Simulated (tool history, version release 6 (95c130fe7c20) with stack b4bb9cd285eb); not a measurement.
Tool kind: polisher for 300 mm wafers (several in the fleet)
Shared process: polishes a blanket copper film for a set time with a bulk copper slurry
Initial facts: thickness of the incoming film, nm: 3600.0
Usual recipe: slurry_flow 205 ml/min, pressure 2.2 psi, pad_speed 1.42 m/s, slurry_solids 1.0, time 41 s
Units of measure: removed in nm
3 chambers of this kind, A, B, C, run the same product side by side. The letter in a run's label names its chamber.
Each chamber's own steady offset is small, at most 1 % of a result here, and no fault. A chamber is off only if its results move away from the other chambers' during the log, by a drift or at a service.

run,hour,slurry_flow,pressure,pad_speed,slurry_solids,time,wafers polished on this pad,hours since the slurry nozzle was cleaned,hours since the head pressure was calibrated,hours since the slurry blender was calibrated,removed
1B,4.1,205,2.2,1.42,1.0,41,507,245.6,52.9,422.9,454.70
2C,7.2,205,2.2,1.42,1.0,41,806,284.1,782.5,253.1,444.93
3A,9.9,205,2.2,1.42,1.0,41,610,607.0,802.8,66.0,452.57
# hour 11.2: chamber C: slurry nozzle cleaned
4C,14.5,205,2.2,1.42,1.0,41,859,3.4,789.8,260.4,458.70
5B,18.8,205,2.2,1.42,1.0,41,615,260.3,67.6,437.6,453.00
6A,23.4,205,2.2,1.42,1.0,41,709,620.5,816.3,79.5,440.07
7C,27.4,205,2.2,1.42,1.0,41,954,16.3,802.7,273.3,449.79
8B,31.5,205,2.2,1.42,1.0,41,709,273.0,80.3,450.3,457.91
9A,34.9,205,2.2,1.42,1.0,41,793,632.0,827.8,91.0,446.48
10A,38.3,205,2.2,1.42,1.0,41,818,635.4,831.2,94.4,451.45
11B,43.5,230,2.7,1.42,1.0,41,797,285.0,92.3,462.3,560.62
12C,46.8,230,2.7,1.42,1.0,41,1096,35.7,822.1,292.7,562.26
# hour 47.1: chamber C: worn pad replaced by a new one
# hour 47.6: chamber A: worn pad replaced by a new one
13A,50.9,230,2.7,1.42,1.0,41,24,648.0,843.8,107.0,558.07
14B,55.1,205,2.2,1.42,1.0,41,882,296.6,103.9,473.9,456.85
# hour 58.1: chamber B: slurry blender recalibrated
15C,59.1,205,2.9,1.42,1.0,41,88,48.0,834.4,305.0,600.30
16B,62.1,205,2.9,1.42,1.0,41,933,303.6,110.9,4.0,599.82
# hour 63.9: chamber B: worn pad replaced by a new one
17A,65.2,205,2.9,1.42,1.0,41,129,662.3,858.1,121.3,588.32
# hour 66.6: chamber A: slurry blender recalibrated
18C,70.4,205,2.2,1.42,1.2,41,171,59.3,845.7,316.3,468.08
19B,74.1,205,2.2,1.42,1.2,41,75,315.6,122.9,16.0,477.23
# hour 78.1: chamber C: head pressure recalibrated
20A,78.2,205,2.2,1.42,1.2,41,224,675.3,871.1,11.7,472.79
21C,82.0,205,2.2,1.42,1.0,41,256,70.9,3.9,327.9,477.59
22C,86.7,205,2.2,1.42,1.0,41,290,75.6,8.6,332.6,468.67
23A,91.1,205,2.2,1.42,1.2,33,319,688.2,884.0,24.6,382.60
24B,94.4,205,2.2,1.42,1.2,33,224,335.9,143.2,36.3,385.36
25A,97.4,205,2.2,1.42,1.2,33,365,694.5,890.3,30.9,374.91
26C,102.1,205,2.2,1.42,1.0,41,403,91.0,24.0,348.0,471.26
27B,105.7,205,2.2,1.42,1.0,41,307,347.2,154.5,47.6,458.12
28A,109.3,205,2.2,1.42,1.0,41,453,706.4,902.2,42.8,449.63
29B,113.2,205,2.2,1.42,1.0,41,362,354.7,162.0,55.1,453.07
30C,116.3,205,2.2,1.42,1.0,41,508,105.2,38.2,362.2,477.46
31C,120.1,205,2.2,1.42,1.0,41,536,109.0,42.0,366.0,474.70
32B,123.0,205,2.2,1.42,1.0,41,434,364.5,171.8,64.9,451.04
33A,125.7,205,2.2,1.42,1.0,41,573,722.8,918.6,59.2,448.35
34C,128.3,205,2.2,1.42,1.0,41,596,117.2,50.2,374.2,470.23
35B,132.2,205,2.2,1.42,1.0,41,501,373.7,181.0,74.1,460.75
36A,136.6,205,2.2,1.42,1.0,41,653,733.7,929.5,70.1,445.91
37A,139.4,205,2.2,1.42,1.0,41,673,736.5,932.3,72.9,444.59
38B,143.3,205,2.2,1.42,1.0,41,583,384.8,192.1,85.2,451.33
39C,148.0,205,2.2,1.42,1.0,41,740,136.9,69.9,393.9,472.51
40C,152.6,205,2.2,1.42,1.0,41,774,141.5,74.5,398.5,469.17
41A,156.8,205,2.2,1.42,1.0,41,801,753.9,949.7,90.3,445.17

Predict what each chamber gives when all 3 of them run the settings below next.
42A,160.8,205,2.9,1.42,1.0,41,,,,,?
42B,160.8,205,2.9,1.42,1.0,41,,,,,?
42C,160.8,205,2.9,1.42,1.0,41,,,,,?

run,removed
42A,591.23
42B,602.87
42C,626.78

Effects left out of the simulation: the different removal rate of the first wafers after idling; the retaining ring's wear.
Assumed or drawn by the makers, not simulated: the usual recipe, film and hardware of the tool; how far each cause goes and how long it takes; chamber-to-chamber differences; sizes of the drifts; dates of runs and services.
